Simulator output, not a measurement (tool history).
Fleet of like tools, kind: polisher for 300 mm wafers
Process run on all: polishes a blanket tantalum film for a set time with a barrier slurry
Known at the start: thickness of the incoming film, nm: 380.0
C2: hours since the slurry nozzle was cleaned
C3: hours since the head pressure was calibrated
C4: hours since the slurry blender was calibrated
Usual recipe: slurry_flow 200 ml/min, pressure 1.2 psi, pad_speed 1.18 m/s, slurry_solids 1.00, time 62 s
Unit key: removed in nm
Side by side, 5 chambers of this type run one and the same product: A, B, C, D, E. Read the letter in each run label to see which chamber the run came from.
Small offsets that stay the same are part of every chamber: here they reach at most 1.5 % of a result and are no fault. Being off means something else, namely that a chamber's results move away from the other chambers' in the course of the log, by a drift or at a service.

Run 1A, day 0.171: usual settings; wafers polished on this pad 441; C2 546.8; C3 286.2; C4 323.7. Result: removed 71.121 nm.
Run 2D, day 0.500: usual settings; wafers polished on this pad 826; C2 255.1; C3 379.0; C4 15.3. Result: removed 70.649 nm.
At day 0.667: chamber B: worn pad replaced by a new one.
Run 3E, day 0.671: usual settings; wafers polished on this pad 1294; C2 353.6; C3 410.6; C4 352.2. Result: removed 68.448 nm.
Run 4C, day 0.883: usual settings; wafers polished on this pad 799; C2 86.9; C3 284.3; C4 198.8. Result: removed 70.106 nm.
At day 1.208: chamber C: worn pad replaced by a new one.
Run 5B, day 1.267: usual settings; wafers polished on this pad 165; C2 194.0; C3 730.1; C4 183.6. Result: removed 70.518 nm.
At day 1.375: chamber A: head pressure recalibrated.
Run 6D, day 1.488: usual settings but time 44 s; wafers polished on this pad 1098; C2 278.8; C3 402.7; C4 39.0. Result: removed 49.571 nm.
At day 1.725: chamber D: worn pad replaced by a new one.
Run 7A, day 1.775: usual settings but time 44 s; wafers polished on this pad 884; C2 585.3; C3 9.7; C4 362.2. Result: removed 49.142 nm.
At day 1.900: chamber E: worn pad replaced by a new one.
Run 8C, day 1.950: usual settings but time 44 s; wafers polished on this pad 205; C2 112.5; C3 309.9; C4 224.4. Result: removed 49.386 nm.
Run 9E, day 2.183: usual settings but time 44 s; wafers polished on this pad 79; C2 389.9; C3 446.9; C4 388.5. Result: removed 49.829 nm.
Run 10B, day 2.479: usual settings but time 44 s; wafers polished on this pad 500; C2 223.1; C3 759.2; C4 212.7. Result: removed 49.334 nm.
At day 2.658: chamber A: worn pad replaced by a new one.
Run 11C, day 2.812: usual settings; wafers polished on this pad 443; C2 133.2; C3 330.6; C4 245.1. Result: removed 70.024 nm.
Run 12E, day 3.121: usual settings; wafers polished on this pad 338; C2 412.4; C3 469.4; C4 411.0. Result: removed 70.010 nm.
At day 3.442: chamber E: slurry blender recalibrated.
Run 13B, day 3.475: usual settings but slurry_solids 0.75; wafers polished on this pad 775; C2 247.0; C3 783.1; C4 236.6. Result: removed 64.548 nm.
At day 3.592: chamber A: slurry nozzle cleaned.
At day 3.662: chamber A: slurry blender recalibrated.
At day 3.796: chamber C: worn pad replaced by a new one.
Run 14A, day 3.850: usual settings but slurry_solids 0.75; wafers polished on this pad 329; C2 6.2; C3 59.5; C4 4.5. Result: removed 63.313 nm.
Run 15D, day 4.058: usual settings but slurry_solids 0.75; wafers polished on this pad 645; C2 340.5; C3 464.4; C4 100.7. Result: removed 62.960 nm.
Run 16C, day 4.317: usual settings but slurry_solids 0.75; wafers polished on this pad 144; C2 169.3; C3 366.7; C4 281.2. Result: removed 63.578 nm.
At day 4.433: chamber B: slurry blender recalibrated.
Run 17D, day 4.546: usual settings but slurry_solids 0.75; wafers polished on this pad 779; C2 352.2; C3 476.1; C4 112.4. Result: removed 64.888 nm.
Run 18B, day 4.804: usual settings; wafers polished on this pad 1142; C2 278.9; C3 815.0; C4 8.9. Result: removed 69.579 nm.
Run 19A, day 5.017: usual settings; wafers polished on this pad 651; C2 34.2; C3 87.5; C4 32.5. Result: removed 71.118 nm.
At day 5.312: chamber B: worn pad replaced by a new one.
Run 20E, day 5.379: usual settings; wafers polished on this pad 961; C2 466.6; C3 523.6; C4 46.6. Result: removed 68.578 nm.
Run 21B, day 5.708: usual settings; wafers polished on this pad 109; C2 300.6; C3 836.7; C4 30.6. Result: removed 67.820 nm.
At day 5.904: chamber B: head pressure recalibrated.
Run 22D, day 5.933: usual settings; wafers polished on this pad 1162; C2 385.5; C3 509.4; C4 145.7. Result: removed 68.785 nm.
At day 6.083: chamber D: worn pad replaced by a new one.
Run 23E, day 6.329: usual settings; wafers polished on this pad 1223; C2 489.4; C3 546.4; C4 69.4. Result: removed 71.261 nm.
At day 6.421: chamber C: worn pad replaced by a new one.
Run 24A, day 6.546: usual settings; wafers polished on this pad 1073; C2 70.9; C3 124.2; C4 69.2. Result: removed 69.329 nm.
At day 6.592: chamber A: worn pad replaced by a new one.
Run 25C, day 6.725: usual settings; wafers polished on this pad 85; C2 227.1; C3 424.5; C4 339.0. Result: removed 69.030 nm.
Run 26E, day 6.967: usual settings; wafers polished on this pad 1399; C2 504.7; C3 561.7; C4 84.7. Result: removed 71.196 nm.
Run 27B, day 7.212: usual settings but pressure 1.1 psi; wafers polished on this pad 524; C2 336.7; C3 31.4; C4 66.7. Result: removed 70.590 nm.
Run 28A, day 7.550: usual settings but pressure 1.1 psi; wafers polished on this pad 265; C2 95.0; C3 148.3; C4 93.3. Result: removed 64.608 nm.
At day 7.817: chamber E: worn pad replaced by a new one.
At day 7.904: chamber C: slurry blender recalibrated.
Run 29D, day 7.917: usual settings but pressure 1.1 psi; wafers polished on this pad 506; C2 433.1; C3 557.0; C4 193.3. Result: removed 63.621 nm.
Run 30C, day 8.217: usual settings but pressure 1.1 psi; wafers polished on this pad 496; C2 262.9; C3 460.3; C4 7.5. Result: removed 64.594 nm.
Run 31D, day 8.558: usual settings but pressure 1.1 psi; wafers polished on this pad 683; C2 448.5; C3 572.4; C4 208.7. Result: removed 64.567 nm.
Run 32E, day 8.921: usual settings; wafers polished on this pad 305; C2 551.6; C3 608.6; C4 131.6. Result: removed 70.132 nm.
Run 33A, day 9.129: usual settings; wafers polished on this pad 700; C2 132.9; C3 186.2; C4 131.2. Result: removed 69.511 nm.
At day 9.333: chamber C: worn pad replaced by a new one.
Run 34C, day 9.388: usual settings; wafers polished on this pad 15; C2 291.0; C3 488.4; C4 35.6. Result: removed 70.103 nm.

Which is it: a chamber that has drifted or been left off by a service, a gauge drift common to all chambers, or only each chamber's usual small offset? If a chamber is off, name it and its likeliest cause.

After it was serviced, chamber B no longer matches the other chambers.
Most likely cause: head's pressure above its setpoint, % = 10.1.

Here are 4 candidates for chamber B's next run, each the usual settings with a change, their results left as question marks. Which one brings its results back in line with what the others give on the usual settings?
A result is in line if it is within this distance of the other chambers' mean on the usual settings: removed 2.600 nm
Run 35B-1, day 9.671: usual settings but pressure 1.3 psi. Result: removed ?.
Run 35B-2, day 9.671: usual settings but slurry_flow 120 ml/min. Result: removed ?.
Run 35B-3, day 9.671: usual settings but pressure 1.3 psi, pad_speed 1.28 m/s. Result: removed ?.
Run 35B-4, day 9.671: usual settings but time 53 s. Result: removed ?.

The mean the other chambers reach with the usual settings: removed 70.073 nm
  run  removed
35B-1   83.245
35B-2   70.003
35B-3   90.273
35B-4   65.612
With 35B-2, the chamber falls back in line with the rest.
